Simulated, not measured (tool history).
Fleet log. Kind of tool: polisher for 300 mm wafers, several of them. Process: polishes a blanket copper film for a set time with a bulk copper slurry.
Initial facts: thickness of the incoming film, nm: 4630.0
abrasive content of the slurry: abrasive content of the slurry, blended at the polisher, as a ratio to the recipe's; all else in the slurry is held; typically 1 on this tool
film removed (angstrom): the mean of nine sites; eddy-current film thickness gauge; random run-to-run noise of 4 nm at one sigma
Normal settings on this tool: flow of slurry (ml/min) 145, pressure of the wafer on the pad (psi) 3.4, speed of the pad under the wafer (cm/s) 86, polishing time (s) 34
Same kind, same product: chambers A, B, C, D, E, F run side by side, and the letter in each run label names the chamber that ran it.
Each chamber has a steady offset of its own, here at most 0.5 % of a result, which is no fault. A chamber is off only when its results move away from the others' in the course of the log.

| run | hour | flow of slurry (ml/min) | pressure of the wafer on the pad (psi) | speed of the pad under the wafer (cm/s) | abrasive content of the slurry | polishing time (s) | film removed (angstrom) |
|---|---|---|---|---|---|---|---|
|  | 1.1 | chamber D: worn pad replaced by a new one |
| 1F | 5.3 | 145 | 3.4 | 86 | 1 | 34 | 3397.1 |
|  | 5.5 | chamber C: worn pad replaced by a new one |
| 2A | 10.3 | 145 | 3.4 | 86 | 1 | 34 | 3374.8 |
| 3D | 15.0 | 145 | 3.4 | 86 | 1 | 34 | 3374.9 |
|  | 18.4 | chamber D: head pressure recalibrated |
| 4E | 21.1 | 145 | 3.4 | 86 | 1 | 34 | 3387.9 |
| 5B | 26.3 | 145 | 3.4 | 86 | 1 | 34 | 3397.7 |
| 6C | 32.3 | 130 | 2.7 | 86 | 1 | 34 | 2628.9 |
| 7E | 36.6 | 130 | 2.7 | 86 | 1 | 34 | 2637.8 |
| 8C | 41.7 | 130 | 2.7 | 86 | 1 | 34 | 2673.2 |
|  | 44.8 | chamber B: slurry blender recalibrated |
|  | 45.2 | chamber E: worn pad replaced by a new one |
| 9B | 47.9 | 130 | 2.7 | 86 | 1 | 34 | 2679.6 |
|  | 51.9 | chamber C: worn pad replaced by a new one |
|  | 52.6 | chamber C: slurry nozzle cleaned |
| 10D | 53.2 | 130 | 2.7 | 86 | 1 | 34 | 2576.7 |
| 11A | 57.9 | 130 | 2.7 | 86 | 1 | 34 | 2622.5 |
|  | 58.0 | chamber D: worn pad replaced by a new one |
|  | 61.1 | chamber B: worn pad replaced by a new one |
| 12F | 64.2 | 145 | 3.0 | 86 | 1 | 34 | 3032.0 |
| 13B | 68.4 | 145 | 3.0 | 86 | 1 | 34 | 3040.9 |
|  | 70.7 | chamber F: worn pad replaced by a new one |
|  | 71.1 | chamber A: worn pad replaced by a new one |
| 14C | 71.7 | 145 | 3.0 | 86 | 1 | 34 | 2994.1 |
| 15E | 75.4 | 145 | 3.0 | 86 | 1 | 34 | 2941.2 |
| 16D | 82.5 | 145 | 3.0 | 86 | 1 | 34 | 2926.7 |
|  | 85.9 | chamber F: slurry blender recalibrated |
|  | 86.5 | chamber A: slurry nozzle cleaned |
| 17F | 89.5 | 145 | 3.0 | 86 | 1 | 34 | 2999.5 |
|  | 90.7 | chamber C: worn pad replaced by a new one |
| 18A | 93.5 | 145 | 3.4 | 86 | 1 | 34 | 3378.5 |
| 19E | 100.0 | 145 | 3.4 | 86 | 1 | 34 | 3423.3 |
| 20D | 103.5 | 145 | 3.0 | 86 | 1 | 34 | 2874.4 |
|  | 106.4 | chamber D: worn pad replaced by a new one |
| 21A | 106.9 | 145 | 3.0 | 86 | 1 | 34 | 2995.6 |
| 22F | 111.3 | 145 | 3.0 | 86 | 1 | 34 | 2959.9 |
|  | 112.6 | chamber E: worn pad replaced by a new one |
| 23C | 116.6 | 145 | 3.0 | 86 | 1 | 34 | 3027.8 |
| 24B | 123.0 | 145 | 3.0 | 86 | 1 | 34 | 3024.0 |
| 25A | 129.1 | 145 | 3.0 | 86 | 1 | 34 | 2967.9 |
| 26F | 134.5 | 145 | 3.4 | 86 | 1 | 34 | 3338.7 |
|  | 139.7 | chamber B: worn pad replaced by a new one |
|  | 140.1 | chamber C: worn pad replaced by a new one |
| 27E | 141.1 | 145 | 3.4 | 86 | 1 | 34 | 3439.4 |
| 28B | 144.3 | 145 | 3.4 | 86 | 1 | 34 | 3403.0 |
|  | 145.9 | chamber A: worn pad replaced by a new one |
|  | 150.4 | chamber E: slurry blender recalibrated |
|  | 150.6 | chamber C: head pressure recalibrated |
| 29D | 150.6 | 145 | 3.4 | 98 | 1 | 41 | 4476.4 |
|  | 151.2 | chamber F: worn pad replaced by a new one |
| 30C | 156.0 | 145 | 3.4 | 98 | 1 | 41 | 4644.1 |
|  | 159.8 | chamber D: worn pad replaced by a new one |
|  | 161.8 | chamber C: slurry blender recalibrated |
| 31C | 162.2 | 145 | 3.4 | 98 | 1 | 41 | 4643.5 |
| 32E | 167.2 | 145 | 3.4 | 98 | 1 | 41 | 4618.1 |
| 33D | 172.0 | 145 | 3.4 | 98 | 1 | 41 | 4301.8 |
|  | 172.7 | chamber E: worn pad replaced by a new one |
| 34A | 176.7 | 145 | 3.4 | 98 | 1 | 41 | 4588.1 |
|  | 178.6 | chamber D: slurry blender recalibrated |
| 35B | 180.5 | 145 | 3.4 | 86 | 1 | 34 | 3337.2 |
| 36F | 184.6 | 170 | 3.4 | 86 | 1 | 34 | 3527.9 |
|  | 186.7 | chamber A: head pressure recalibrated |
| 37A | 190.8 | 170 | 3.4 | 86 | 1 | 34 | 3401.2 |
|  | 191.3 | chamber C: worn pad replaced by a new one |
|  | 191.5 | chamber B: slurry blender recalibrated |
| 38C | 196.2 | 170 | 3.4 | 86 | 1 | 34 | 3514.5 |
| 39B | 201.5 | 170 | 3.4 | 86 | 1 | 34 | 3465.5 |
| 40F | 207.4 | 170 | 3.4 | 86 | 1 | 34 | 3466.3 |
| 41E | 213.7 | 170 | 3.4 | 86 | 1 | 34 | 3491.0 |
|  | 214.4 | chamber D: worn pad replaced by a new one |
| 42D | 217.3 | 145 | 3.4 | 86 | 1 | 34 | 3062.6 |
| 43B | 221.4 | 145 | 3.4 | 86 | 1 | 34 | 3417.1 |
| 44F | 226.1 | 145 | 3.4 | 86 | 1 | 34 | 3457.7 |

For the next run the whole fleet of 6 chambers uses the same settings. Give each chamber's results:
| 45A | 231.1 | 145 | 3.4 | 86 | 1 | 34 | ? |
| 45B | 231.1 | 145 | 3.4 | 86 | 1 | 34 | ? |
| 45C | 231.1 | 145 | 3.4 | 86 | 1 | 34 | ? |
| 45D | 231.1 | 145 | 3.4 | 86 | 1 | 34 | ? |
| 45E | 231.1 | 145 | 3.4 | 86 | 1 | 34 | ? |
| 45F | 231.1 | 145 | 3.4 | 86 | 1 | 34 | ? |

| run | film removed (angstrom) |
|---|---|
| 45A | 3304.4 |
| 45B | 3374.6 |
| 45C | 3363.3 |
| 45D | 3094.6 |
| 45E | 3379.8 |
| 45F | 3398.3 |

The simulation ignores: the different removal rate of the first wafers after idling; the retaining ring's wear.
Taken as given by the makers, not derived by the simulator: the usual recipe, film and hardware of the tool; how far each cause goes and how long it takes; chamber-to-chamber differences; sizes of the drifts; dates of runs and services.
